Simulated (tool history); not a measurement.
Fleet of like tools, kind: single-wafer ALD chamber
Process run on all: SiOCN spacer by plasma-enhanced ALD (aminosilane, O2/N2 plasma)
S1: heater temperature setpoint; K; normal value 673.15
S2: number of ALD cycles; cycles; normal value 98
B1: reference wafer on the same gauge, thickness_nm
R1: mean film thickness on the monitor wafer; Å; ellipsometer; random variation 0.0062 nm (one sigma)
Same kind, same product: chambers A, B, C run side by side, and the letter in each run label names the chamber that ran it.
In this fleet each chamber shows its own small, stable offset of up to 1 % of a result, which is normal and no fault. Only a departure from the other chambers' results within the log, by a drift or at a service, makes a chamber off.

{"run": "1B", "day": 0.379, "S1": 673.15, "S2": 98, "B1": 6.329, "R1": 59.574}
{"run": "2A", "day": 0.875, "S1": 673.15, "S2": 98, "B1": 6.3283, "R1": 58.961}
{"run": "3C", "day": 1.3, "S1": 673.15, "S2": 98, "B1": 6.3252, "R1": 58.77}
{"run": "4B", "day": 1.55, "S1": 673.15, "S2": 98, "B1": 6.3253, "R1": 59.527}
{"run": "5A", "day": 1.862, "S1": 673.15, "S2": 98, "B1": 6.3247, "R1": 59.136}
{"run": "6C", "day": 2.208, "S1": 682.15, "S2": 98, "B1": 6.3237, "R1": 57.175}
{"run": "7C", "day": 2.65, "S1": 682.15, "S2": 98, "B1": 6.3219, "R1": 57.097}
{"run": "8B", "day": 2.996, "S1": 682.15, "S2": 98, "B1": 6.3225, "R1": 57.821}
{"run": "9A", "day": 3.308, "S1": 673.15, "S2": 98, "B1": 6.32, "R1": 58.95}
{"run": "10B", "day": 3.75, "S1": 673.15, "S2": 98, "B1": 6.3196, "R1": 59.501}
{"run": "11C", "day": 4.238, "S1": 673.15, "S2": 98, "B1": 6.3163, "R1": 58.712}
{"run": "12A", "day": 4.604, "S1": 673.15, "S2": 98, "B1": 6.3162, "R1": 59.117}
{"run": "13A", "day": 5.083, "S1": 673.15, "S2": 98, "B1": 6.3144, "R1": 58.891}
{"run": "14B", "day": 5.358, "S1": 673.15, "S2": 98, "B1": 6.316, "R1": 59.314}
{"run": "15C", "day": 5.812, "S1": 673.15, "S2": 98, "B1": 6.3123, "R1": 58.663}
{"run": "16B", "day": 6.05, "S1": 673.15, "S2": 98, "B1": 6.3112, "R1": 59.402}
{"run": "17C", "day": 6.392, "S1": 673.15, "S2": 87, "B1": 6.3114, "R1": 52.026}
{"day": 6.604, "done": "chamber A: thermocouple changed; heater temperature recalibrated"}
{"run": "18A", "day": 6.842, "S1": 673.15, "S2": 87, "B1": 6.3105, "R1": 52.194}
{"run": "19B", "day": 7.129, "S1": 673.15, "S2": 87, "B1": 6.3103, "R1": 52.508}
{"run": "20A", "day": 7.438, "S1": 673.15, "S2": 98, "B1": 6.3067, "R1": 58.883}
{"run": "21C", "day": 7.938, "S1": 673.15, "S2": 98, "B1": 6.3068, "R1": 58.615}
{"run": "22B", "day": 8.271, "S1": 673.15, "S2": 98, "B1": 6.3051, "R1": 59.233}
{"run": "23A", "day": 8.604, "S1": 673.15, "S2": 98, "B1": 6.3065, "R1": 58.942}
{"run": "24C", "day": 9.004, "S1": 673.15, "S2": 98, "B1": 6.3031, "R1": 58.545}

Which is it: a chamber that has drifted or been left off by a service, a gauge drift common to all chambers, or only each chamber's usual small offset? If a chamber is off, name it and its likeliest cause.

Every chamber seems to shift together because the gauge that measures them all drifts; the chambers themselves are fine.
What lies behind it: gauge reads low (%) = 0.434.
